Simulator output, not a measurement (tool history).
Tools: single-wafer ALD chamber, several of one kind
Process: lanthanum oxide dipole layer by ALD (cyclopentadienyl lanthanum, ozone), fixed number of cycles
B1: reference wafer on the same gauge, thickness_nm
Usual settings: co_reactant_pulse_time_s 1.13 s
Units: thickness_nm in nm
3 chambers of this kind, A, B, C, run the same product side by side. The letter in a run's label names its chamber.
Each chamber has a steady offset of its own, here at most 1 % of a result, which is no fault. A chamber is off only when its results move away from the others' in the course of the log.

{"run": "1A", "hour": 10.3, "co_reactant_pulse_time_s": 1.13, "B1": 0.42677, "thickness_nm": 0.5128}
{"run": "2C", "hour": 20.2, "co_reactant_pulse_time_s": 1.13, "B1": 0.42678, "thickness_nm": 0.51639}
{"run": "3B", "hour": 27.6, "co_reactant_pulse_time_s": 1.13, "B1": 0.4266, "thickness_nm": 0.52029}
{"run": "4A", "hour": 40.1, "co_reactant_pulse_time_s": 1.13, "B1": 0.42654, "thickness_nm": 0.51361}
{"run": "5C", "hour": 47.3, "co_reactant_pulse_time_s": 1.13, "B1": 0.42652, "thickness_nm": 0.51731}
{"run": "6B", "hour": 54.2, "co_reactant_pulse_time_s": 1.13, "B1": 0.42642, "thickness_nm": 0.51896}
{"run": "7C", "hour": 59.7, "co_reactant_pulse_time_s": 1.13, "B1": 0.42639, "thickness_nm": 0.51518}
{"run": "8B", "hour": 69.5, "co_reactant_pulse_time_s": 1.13, "B1": 0.42614, "thickness_nm": 0.51874}
{"run": "9A", "hour": 77.0, "co_reactant_pulse_time_s": 0.99, "B1": 0.42624, "thickness_nm": 0.4932}
{"run": "10C", "hour": 88.9, "co_reactant_pulse_time_s": 0.99, "B1": 0.42596, "thickness_nm": 0.49462}
{"hour": 90.6, "done": "chamber A: thermocouple changed; heater temperature recalibrated"}
{"run": "11B", "hour": 96.6, "co_reactant_pulse_time_s": 0.99, "B1": 0.42611, "thickness_nm": 0.49748}
{"run": "12A", "hour": 106.6, "co_reactant_pulse_time_s": 1.13, "B1": 0.42606, "thickness_nm": 0.51199}
{"run": "13A", "hour": 114.2, "co_reactant_pulse_time_s": 1.13, "B1": 0.42583, "thickness_nm": 0.51238}
{"run": "14C", "hour": 120.6, "co_reactant_pulse_time_s": 1.13, "B1": 0.42589, "thickness_nm": 0.51523}
{"run": "15B", "hour": 132.7, "co_reactant_pulse_time_s": 1.13, "B1": 0.42569, "thickness_nm": 0.51888}
{"run": "16C", "hour": 141.7, "co_reactant_pulse_time_s": 1.13, "B1": 0.42546, "thickness_nm": 0.51438}
{"run": "17A", "hour": 150.4, "co_reactant_pulse_time_s": 1.13, "B1": 0.42555, "thickness_nm": 0.51097}
{"run": "18B", "hour": 158.3, "co_reactant_pulse_time_s": 1.13, "B1": 0.42551, "thickness_nm": 0.51638}
{"run": "19A", "hour": 166.1, "co_reactant_pulse_time_s": 1.44, "B1": 0.42511, "thickness_nm": 0.53951}
{"run": "20B", "hour": 171.9, "co_reactant_pulse_time_s": 1.44, "B1": 0.42523, "thickness_nm": 0.54491}
{"run": "21C", "hour": 184.3, "co_reactant_pulse_time_s": 1.44, "B1": 0.42517, "thickness_nm": 0.54089}
{"run": "22B", "hour": 194.5, "co_reactant_pulse_time_s": 1.13, "B1": 0.42506, "thickness_nm": 0.51701}
{"run": "23A", "hour": 202.7, "co_reactant_pulse_time_s": 1.13, "B1": 0.42511, "thickness_nm": 0.51065}
{"run": "24C", "hour": 213.2, "co_reactant_pulse_time_s": 1.13, "B1": 0.42491, "thickness_nm": 0.51333}
{"run": "25A", "hour": 222.7, "co_reactant_pulse_time_s": 1.13, "B1": 0.42492, "thickness_nm": 0.51053}
{"run": "26B", "hour": 229.4, "co_reactant_pulse_time_s": 1.13, "B1": 0.42476, "thickness_nm": 0.51737}
{"run": "27C", "hour": 240.5, "co_reactant_pulse_time_s": 1.13, "B1": 0.42457, "thickness_nm": 0.51435}
{"run": "28C", "hour": 247.2, "co_reactant_pulse_time_s": 1.13, "B1": 0.42453, "thickness_nm": 0.51391}

What goes on in this fleet: one chamber off, a drifting gauge, or nothing beyond the chambers' own small offsets? Name the chamber and the cause, if any.

The gauge drifts, so all chambers seem to drift together. No chamber is off.
Cause: gauge reads low (%) = 0.605.

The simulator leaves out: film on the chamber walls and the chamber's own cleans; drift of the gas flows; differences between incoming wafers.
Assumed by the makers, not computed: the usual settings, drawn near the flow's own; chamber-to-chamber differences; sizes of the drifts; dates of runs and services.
